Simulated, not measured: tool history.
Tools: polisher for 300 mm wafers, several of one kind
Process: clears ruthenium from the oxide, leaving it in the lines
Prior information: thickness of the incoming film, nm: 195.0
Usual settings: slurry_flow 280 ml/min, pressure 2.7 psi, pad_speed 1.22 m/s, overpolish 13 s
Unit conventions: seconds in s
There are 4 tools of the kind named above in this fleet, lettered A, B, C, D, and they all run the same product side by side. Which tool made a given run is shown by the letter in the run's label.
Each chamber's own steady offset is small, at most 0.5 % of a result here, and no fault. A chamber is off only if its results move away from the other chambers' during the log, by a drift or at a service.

run,day,slurry_flow,pressure,pad_speed,overpolish,wafers polished on this pad,hours since the slurry nozzle was cleaned,hours since the head pressure was calibrated,seconds
1A,0.604,280,2.7,1.22,13,234,651,367,119.85
# day 0.783: chamber D: slurry nozzle cleaned
2C,1.079,280,2.7,1.22,13,266,242,158.9,120.25
3B,1.412,280,2.7,1.22,13,239,599.2,1055.6,118.58
4D,1.75,280,2.7,1.22,13,732,23.3,550.3,116.82
5B,2.15,280,2.7,1.22,13,335,616.9,1073.3,116.75
6A,2.642,280,2.7,1.22,13,501,699.9,415.9,119.2
7C,2.921,280,2.7,1.22,13,507,286.2,203.1,119.58
8D,3.346,280,2.7,1.22,13,941,61.6,588.6,117.76
# day 3.554: chamber B: slurry nozzle cleaned
# day 3.575: chamber A: slurry nozzle cleaned
9C,3.958,280,2.7,1.22,13,642,311.1,228,118.09
# day 4.117: chamber A: worn pad replaced by a new one
# day 4.246: chamber B: worn pad replaced by a new one
10B,4.375,280,2.7,1.22,13,16,19.7,1126.7,115.49
11A,4.929,280,2.7,1.22,13,106,32.6,470.8,117.18
# day 5.467: chamber C: worn pad replaced by a new one
12D,5.471,280,2.7,1.22,13,1219,112.6,639.6,116.69
# day 6.012: chamber D: worn pad replaced by a new one
13D,6.104,280,2.7,1.22,13,12,127.8,654.8,116.91
14C,6.562,280,2.7,1.22,13,143,373.6,290.5,117.91
15B,6.875,280,2.7,1.22,13,343,79.7,1186.7,118.79
16A,7.292,280,2.7,1.22,13,415,89.3,527.5,117.89
17D,7.896,280,2.7,1.22,13,246,170.8,697.8,117.46
18C,8.304,280,2.7,1.22,13,370,415.4,332.3,120.15
# day 8.488: chamber B: head pressure recalibrated
19B,8.842,280,2.1,1.22,13,600,126.9,8.6,149.89
20A,9.371,280,2.1,1.22,13,686,139.2,577.4,152.39
21A,9.721,280,2.1,1.22,13,732,147.6,585.8,151.61
# day 9.733: chamber B: worn pad replaced by a new one
# day 9.871: chamber A: worn pad replaced by a new one
22D,10.183,280,2.1,1.22,13,545,225.7,752.7,147.99
23C,10.688,280,2.7,1.22,13,682,472.6,389.5,119.06
24B,11.033,280,2.7,1.22,13,170,179.5,61.2,117.97
25A,11.388,280,2.7,1.22,13,198,187.6,625.8,118.38
# day 11.458: chamber C: worn pad replaced by a new one
26B,11.946,280,2.7,1.22,13,289,201.4,83.1,120.24
27D,12.425,280,2.7,1.22,13,838,279.5,806.5,116.54
28C,12.771,280,2.7,1.22,13,171,522.6,439.5,117.07

Next, all 4 chambers run the settings below, one line each with question marks for the results. What does each chamber give?
29A,13.225,280,2.7,1.22,13,,,,?
29B,13.225,280,2.7,1.22,13,,,,?
29C,13.225,280,2.7,1.22,13,,,,?
29D,13.225,280,2.7,1.22,13,,,,?

run,seconds
29A,118.47
29B,117.87
29C,116.51
29D,117.14

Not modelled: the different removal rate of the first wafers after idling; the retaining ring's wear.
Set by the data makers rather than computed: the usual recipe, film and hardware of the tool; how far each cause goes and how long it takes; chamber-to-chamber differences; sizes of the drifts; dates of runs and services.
